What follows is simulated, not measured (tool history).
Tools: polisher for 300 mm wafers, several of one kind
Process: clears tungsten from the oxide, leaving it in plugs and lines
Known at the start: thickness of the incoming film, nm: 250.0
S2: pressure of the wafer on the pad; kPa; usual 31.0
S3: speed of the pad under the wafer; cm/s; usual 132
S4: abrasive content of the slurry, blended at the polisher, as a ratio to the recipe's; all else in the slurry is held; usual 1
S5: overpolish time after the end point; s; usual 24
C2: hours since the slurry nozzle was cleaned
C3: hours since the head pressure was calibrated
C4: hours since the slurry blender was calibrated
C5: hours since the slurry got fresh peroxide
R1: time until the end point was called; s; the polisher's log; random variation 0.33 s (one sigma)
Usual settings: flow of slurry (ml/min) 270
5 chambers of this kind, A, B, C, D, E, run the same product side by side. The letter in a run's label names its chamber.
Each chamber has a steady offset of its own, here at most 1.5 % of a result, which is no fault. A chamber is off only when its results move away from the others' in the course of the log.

{"hour": 0.1, "done": "chamber B: worn pad replaced by a new one"}
{"run": "1C", "hour": 7.3, "flow of slurry (ml/min)": 270, "S2": 31.0, "S3": 132, "S4": 1, "S5": 24, "wafers polished on this pad": 345, "C2": 601.8, "C3": 249.0, "C4": 13.7, "C5": 7.6, "R1": 31.776}
{"run": "2B", "hour": 14.1, "flow of slurry (ml/min)": 270, "S2": 31.0, "S3": 132, "S4": 1, "S5": 24, "wafers polished on this pad": 210, "C2": 65.6, "C3": 338.5, "C4": 184.5, "C5": 37.4, "R1": 32.248}
{"hour": 22.8, "done": "chamber D: slurry blender recalibrated"}
{"run": "3D", "hour": 23.4, "flow of slurry (ml/min)": 270, "S2": 31.0, "S3": 132, "S4": 1, "S5": 24, "wafers polished on this pad": 374, "C2": 275.0, "C3": 541.1, "C4": 0.7, "C5": 38.4, "R1": 31.508}
{"run": "4A", "hour": 28.5, "flow of slurry (ml/min)": 270, "S2": 31.0, "S3": 132, "S4": 1, "S5": 24, "wafers polished on this pad": 754, "C2": 148.2, "C3": 571.4, "C4": 104.4, "C5": 122.6, "R1": 31.909}
{"run": "5E", "hour": 39.7, "flow of slurry (ml/min)": 270, "S2": 31.0, "S3": 132, "S4": 1, "S5": 24, "wafers polished on this pad": 1271, "C2": 175.9, "C3": 1195.1, "C4": 143.1, "C5": 51.8, "R1": 31.202}
{"run": "6C", "hour": 48.4, "flow of slurry (ml/min)": 270, "S2": 34.5, "S3": 168, "S4": 1, "S5": 24, "wafers polished on this pad": 960, "C2": 642.9, "C3": 290.1, "C4": 54.8, "C5": 48.7, "R1": 22.508}
{"hour": 48.9, "done": "chamber E: worn pad replaced by a new one"}
{"hour": 54.2, "done": "chamber B: slurry tank refilled with fresh slurry and peroxide"}
{"hour": 57.8, "done": "chamber C: worn pad replaced by a new one"}
{"run": "7A", "hour": 58.3, "flow of slurry (ml/min)": 270, "S2": 34.5, "S3": 168, "S4": 1, "S5": 24, "wafers polished on this pad": 1201, "C2": 178.0, "C3": 601.2, "C4": 134.2, "C5": 152.4, "R1": 21.771}
{"hour": 59.7, "done": "chamber D: worn pad replaced by a new one"}
{"run": "8E", "hour": 66.2, "flow of slurry (ml/min)": 270, "S2": 34.5, "S3": 168, "S4": 1, "S5": 24, "wafers polished on this pad": 259, "C2": 202.4, "C3": 1221.6, "C4": 169.6, "C5": 78.3, "R1": 21.697}
{"hour": 75.5, "done": "chamber B: worn pad replaced by a new one"}
{"run": "9D", "hour": 77.6, "flow of slurry (ml/min)": 270, "S2": 34.5, "S3": 168, "S4": 1, "S5": 24, "wafers polished on this pad": 268, "C2": 329.2, "C3": 595.3, "C4": 54.9, "C5": 92.6, "R1": 22.408}
{"hour": 79.2, "done": "chamber D: slurry tank refilled with fresh slurry and peroxide"}
{"hour": 81.3, "done": "chamber A: worn pad replaced by a new one"}
{"hour": 84.9, "done": "chamber C: slurry tank refilled with fresh slurry and peroxide"}
{"run": "10B", "hour": 86.5, "flow of slurry (ml/min)": 270, "S2": 34.5, "S3": 168, "S4": 1, "S5": 24, "wafers polished on this pad": 165, "C2": 138.0, "C3": 410.9, "C4": 256.9, "C5": 32.4, "R1": 22.895}
{"hour": 89.1, "done": "chamber A: slurry tank refilled with fresh slurry and peroxide"}
{"run": "11D", "hour": 97.9, "flow of slurry (ml/min)": 360, "S2": 31.0, "S3": 176, "S4": 1, "S5": 24, "wafers polished on this pad": 571, "C2": 349.5, "C3": 615.6, "C4": 75.2, "C5": 18.8, "R1": 23.355}
{"hour": 105.1, "done": "chamber C: slurry nozzle cleaned"}
{"run": "12E", "hour": 108.8, "flow of slurry (ml/min)": 360, "S2": 31.0, "S3": 176, "S4": 1, "S5": 24, "wafers polished on this pad": 897, "C2": 245.0, "C3": 1264.2, "C4": 212.2, "C5": 120.9, "R1": 22.918}
{"run": "13A", "hour": 118.9, "flow of slurry (ml/min)": 360, "S2": 31.0, "S3": 176, "S4": 1, "S5": 24, "wafers polished on this pad": 564, "C2": 238.6, "C3": 661.8, "C4": 194.8, "C5": 29.9, "R1": 22.978}
{"run": "14C", "hour": 126.0, "flow of slurry (ml/min)": 360, "S2": 31.0, "S3": 176, "S4": 1, "S5": 24, "wafers polished on this pad": 1021, "C2": 21.0, "C3": 367.7, "C4": 132.4, "C5": 41.1, "R1": 23.156}
{"hour": 129.0, "done": "chamber C: worn pad replaced by a new one"}
{"hour": 131.0, "done": "chamber D: worn pad replaced by a new one"}
{"run": "15B", "hour": 131.1, "flow of slurry (ml/min)": 360, "S2": 31.0, "S3": 176, "S4": 1, "S5": 24, "wafers polished on this pad": 833, "C2": 182.6, "C3": 455.5, "C4": 301.5, "C5": 77.0, "R1": 23.735}
{"run": "16D", "hour": 139.3, "flow of slurry (ml/min)": 270, "S2": 31.0, "S3": 148, "S4": 1, "S5": 24, "wafers polished on this pad": 125, "C2": 390.9, "C3": 657.0, "C4": 116.6, "C5": 60.2, "R1": 28.534}
{"run": "17E", "hour": 145.0, "flow of slurry (ml/min)": 270, "S2": 31.0, "S3": 148, "S4": 1, "S5": 24, "wafers polished on this pad": 1439, "C2": 281.2, "C3": 1300.4, "C4": 248.4, "C5": 157.1, "R1": 28.496}
{"hour": 147.7, "done": "chamber E: worn pad replaced by a new one"}
{"hour": 148.2, "done": "chamber B: slurry blender recalibrated"}
{"hour": 148.3, "done": "chamber B: worn pad replaced by a new one"}
{"hour": 152.6, "done": "chamber B: slurry tank refilled with fresh slurry and peroxide"}
{"run": "18C", "hour": 155.1, "flow of slurry (ml/min)": 270, "S2": 31.0, "S3": 148, "S4": 1, "S5": 24, "wafers polished on this pad": 391, "C2": 50.1, "C3": 396.8, "C4": 161.5, "C5": 70.2, "R1": 28.173}
{"hour": 161.2, "done": "chamber E: slurry tank refilled with fresh slurry and peroxide"}
{"hour": 162.9, "done": "chamber A: worn pad replaced by a new one"}
{"run": "19A", "hour": 163.4, "flow of slurry (ml/min)": 270, "S2": 31.0, "S3": 148, "S4": 1, "S5": 24, "wafers polished on this pad": 8, "C2": 283.1, "C3": 706.3, "C4": 239.3, "C5": 74.4, "R1": 27.76}
{"hour": 164.3, "done": "chamber C: slurry tank refilled with fresh slurry and peroxide"}
{"hour": 167.1, "done": "chamber D: slurry tank refilled with fresh slurry and peroxide"}
{"run": "20B", "hour": 169.2, "flow of slurry (ml/min)": 270, "S2": 31.0, "S3": 148, "S4": 1, "S5": 24, "wafers polished on this pad": 313, "C2": 220.7, "C3": 493.6, "C4": 21.1, "C5": 16.6, "R1": 28.389}
{"run": "21B", "hour": 179.8, "flow of slurry (ml/min)": 270, "S2": 31.0, "S3": 132, "S4": 1, "S5": 24, "wafers polished on this pad": 472, "C2": 231.3, "C3": 504.2, "C4": 31.7, "C5": 27.2, "R1": 32.019}
{"run": "22E", "hour": 189.3, "flow of slurry (ml/min)": 270, "S2": 31.0, "S3": 132, "S4": 1, "S5": 24, "wafers polished on this pad": 624, "C2": 325.5, "C3": 1344.7, "C4": 292.7, "C5": 28.2, "R1": 31.56}
{"run": "23A", "hour": 194.6, "flow of slurry (ml/min)": 180, "S2": 31.0, "S3": 132, "S4": 1, "S5": 24, "wafers polished on this pad": 475, "C2": 314.3, "C3": 737.5, "C4": 270.5, "C5": 105.6, "R1": 33.284}
{"run": "24D", "hour": 202.5, "flow of slurry (ml/min)": 180, "S2": 31.0, "S3": 132, "S4": 1, "S5": 24, "wafers polished on this pad": 1071, "C2": 454.1, "C3": 720.2, "C4": 179.8, "C5": 35.4, "R1": 33.745}
{"hour": 206.1, "done": "chamber D: worn pad replaced by a new one"}
{"hour": 211.3, "done": "chamber C: worn pad replaced by a new one"}
{"run": "25C", "hour": 213.4, "flow of slurry (ml/min)": 180, "S2": 31.0, "S3": 132, "S4": 1, "S5": 24, "wafers polished on this pad": 32, "C2": 108.4, "C3": 455.1, "C4": 219.8, "C5": 49.1, "R1": 33.633}
{"run": "26B", "hour": 224.7, "flow of slurry (ml/min)": 180, "S2": 31.0, "S3": 132, "S4": 1, "S5": 24, "wafers polished on this pad": 1144, "C2": 276.2, "C3": 549.1, "C4": 76.6, "C5": 72.1, "R1": 33.08}
{"run": "27E", "hour": 230.8, "flow of slurry (ml/min)": 180, "S2": 31.0, "S3": 132, "S4": 1, "S5": 24, "wafers polished on this pad": 1245, "C2": 367.0, "C3": 1386.2, "C4": 334.2, "C5": 69.7, "R1": 32.682}
{"hour": 233.1, "done": "chamber E: worn pad replaced by a new one"}
{"hour": 233.8, "done": "chamber D: head pressure recalibrated"}
{"run": "28A", "hour": 236.0, "flow of slurry (ml/min)": 270, "S2": 31.0, "S3": 132, "S4": 1, "S5": 24, "wafers polished on this pad": 1095, "C2": 355.7, "C3": 778.9, "C4": 311.9, "C5": 147.0, "R1": 31.496}
{"hour": 236.2, "done": "chamber E: slurry nozzle cleaned"}
{"hour": 236.3, "done": "chamber B: worn pad replaced by a new one"}
{"run": "29C", "hour": 244.1, "flow of slurry (ml/min)": 270, "S2": 31.0, "S3": 132, "S4": 1, "S5": 24, "wafers polished on this pad": 491, "C2": 139.1, "C3": 485.8, "C4": 250.5, "C5": 79.8, "R1": 32.119}
{"hour": 245.2, "done": "chamber C: slurry tank refilled with fresh slurry and peroxide"}
{"hour": 251.1, "done": "chamber B: slurry tank refilled with fresh slurry and peroxide"}
{"hour": 251.4, "done": "chamber D: slurry tank refilled with fresh slurry and peroxide"}
{"run": "30D", "hour": 254.0, "flow of slurry (ml/min)": 270, "S2": 31.0, "S3": 132, "S4": 1, "S5": 24, "wafers polished on this pad": 718, "C2": 505.6, "C3": 20.2, "C4": 231.3, "C5": 2.7, "R1": 29.395}
{"run": "31A", "hour": 262.2, "flow of slurry (ml/min)": 270, "S2": 31.0, "S3": 132, "S4": 1, "S5": 24, "wafers polished on this pad": 1487, "C2": 381.9, "C3": 805.1, "C4": 338.1, "C5": 173.2, "R1": 31.291}
{"hour": 267.0, "done": "chamber A: worn pad replaced by a new one"}
{"run": "32C", "hour": 267.9, "flow of slurry (ml/min)": 270, "S2": 31.0, "S3": 132, "S4": 1, "S5": 24, "wafers polished on this pad": 848, "C2": 162.9, "C3": 509.6, "C4": 274.3, "C5": 22.8, "R1": 32.003}
{"run": "33E", "hour": 274.2, "flow of slurry (ml/min)": 270, "S2": 31.0, "S3": 132, "S4": 1, "S5": 24, "wafers polished on this pad": 616, "C2": 38.0, "C3": 1429.6, "C4": 377.6, "C5": 113.1, "R1": 31.673}
{"hour": 279.4, "done": "chamber A: slurry tank refilled with fresh slurry and peroxide"}
{"hour": 280.6, "done": "chamber D: worn pad replaced by a new one"}
{"run": "34B", "hour": 282.8, "flow of slurry (ml/min)": 270, "S2": 31.0, "S3": 132, "S4": 1, "S5": 24, "wafers polished on this pad": 696, "C2": 334.3, "C3": 607.2, "C4": 134.7, "C5": 31.7, "R1": 32.104}
{"hour": 288.1, "done": "chamber E: slurry blender recalibrated"}
{"run": "35D", "hour": 289.2, "flow of slurry (ml/min)": 270, "S2": 31.0, "S3": 132, "S4": 1, "S5": 24, "wafers polished on this pad": 129, "C2": 540.8, "C3": 55.4, "C4": 266.5, "C5": 37.9, "R1": 29.757}
{"hour": 292.1, "done": "chamber C: worn pad replaced by a new one"}
{"run": "36B", "hour": 297.9, "flow of slurry (ml/min)": 270, "S2": 31.0, "S3": 132, "S4": 1, "S5": 24, "wafers polished on this pad": 922, "C2": 349.4, "C3": 622.3, "C4": 149.8, "C5": 46.8, "R1": 32.319}
{"run": "37D", "hour": 303.4, "flow of slurry (ml/min)": 270, "S2": 31.0, "S3": 132, "S4": 1, "S5": 24, "wafers polished on this pad": 342, "C2": 555.0, "C3": 69.6, "C4": 280.7, "C5": 52.1, "R1": 29.473}
{"hour": 307.5, "done": "chamber B: worn pad replaced by a new one"}
{"run": "38C", "hour": 309.7, "flow of slurry (ml/min)": 270, "S2": 31.0, "S3": 132, "S4": 1, "S5": 24, "wafers polished on this pad": 264, "C2": 204.7, "C3": 551.4, "C4": 316.1, "C5": 64.6, "R1": 31.853}
{"hour": 319.5, "done": "chamber E: worn pad replaced by a new one"}
{"run": "39A", "hour": 321.0, "flow of slurry (ml/min)": 270, "S2": 31.0, "S3": 132, "S4": 1, "S5": 24, "wafers polished on this pad": 809, "C2": 440.7, "C3": 863.9, "C4": 396.9, "C5": 41.6, "R1": 31.502}
{"hour": 328.4, "done": "chamber A: slurry blender recalibrated"}
{"hour": 328.7, "done": "chamber B: slurry tank refilled with fresh slurry and peroxide"}
{"hour": 329.4, "done": "chamber D: slurry tank refilled with fresh slurry and peroxide"}
{"run": "40E", "hour": 330.9, "flow of slurry (ml/min)": 270, "S2": 31.0, "S3": 132, "S4": 1, "S5": 24, "wafers polished on this pad": 171, "C2": 94.7, "C3": 1486.3, "C4": 42.8, "C5": 169.8, "R1": 31.373}
{"run": "41E", "hour": 337.3, "flow of slurry (ml/min)": 270, "S2": 31.0, "S3": 132, "S4": 1, "S5": 24, "wafers polished on this pad": 267, "C2": 101.1, "C3": 1492.7, "C4": 49.2, "C5": 176.2, "R1": 31.69}
{"hour": 346.3, "done": "chamber A: worn pad replaced by a new one"}
{"run": "42A", "hour": 346.3, "flow of slurry (ml/min)": 270, "S2": 31.0, "S3": 132, "S4": 1, "S5": 24, "wafers polished on this pad": 1, "C2": 466.0, "C3": 889.2, "C4": 18.0, "C5": 66.9, "R1": 31.806}
{"run": "43B", "hour": 354.2, "flow of slurry (ml/min)": 270, "S2": 31.0, "S3": 132, "S4": 1, "S5": 24, "wafers polished on this pad": 699, "C2": 405.7, "C3": 678.6, "C4": 206.1, "C5": 25.6, "R1": 31.822}
{"run": "44D", "hour": 359.7, "flow of slurry (ml/min)": 270, "S2": 31.0, "S3": 132, "S4": 1, "S5": 24, "wafers polished on this pad": 1185, "C2": 611.3, "C3": 125.9, "C4": 337.0, "C5": 30.3, "R1": 29.474}

What goes on in this fleet: one chamber off, a drifting gauge, or nothing beyond the chambers' own small offsets? Name the chamber and the cause, if any.

A service left chamber D off against the others.
Cause: head's pressure above its setpoint, % = 7.41.

Here are 4 candidates for chamber D's next run, each the usual settings with a change, their results left as question marks. Which one brings its results back in line with what the others give on the usual settings?
In line means no further than this from the other chambers' mean on the usual settings: R1 1.200 s
{"run": "45D-1", "hour": 368.2, "flow of slurry (ml/min)": 270, "S2": 33.1, "S3": 140, "S4": 1, "S5": 24, "R1": "?"}
{"run": "45D-2", "hour": 368.2, "flow of slurry (ml/min)": 270, "S2": 33.1, "S3": 132, "S4": 1, "S5": 24, "R1": "?"}
{"run": "45D-3", "hour": 368.2, "flow of slurry (ml/min)": 270, "S2": 29.0, "S3": 124, "S4": 1, "S5": 24, "R1": "?"}
{"run": "45D-4", "hour": 368.2, "flow of slurry (ml/min)": 270, "S2": 29.6, "S3": 128, "S4": 1, "S5": 24, "R1": "?"}

The other chambers' mean on the usual settings: R1 31.747 s
run=45D-1 R1=25.999
run=45D-2 R1=27.598
run=45D-3 R1=33.601
run=45D-4 R1=31.779
45D-4 brings the chamber back in line.
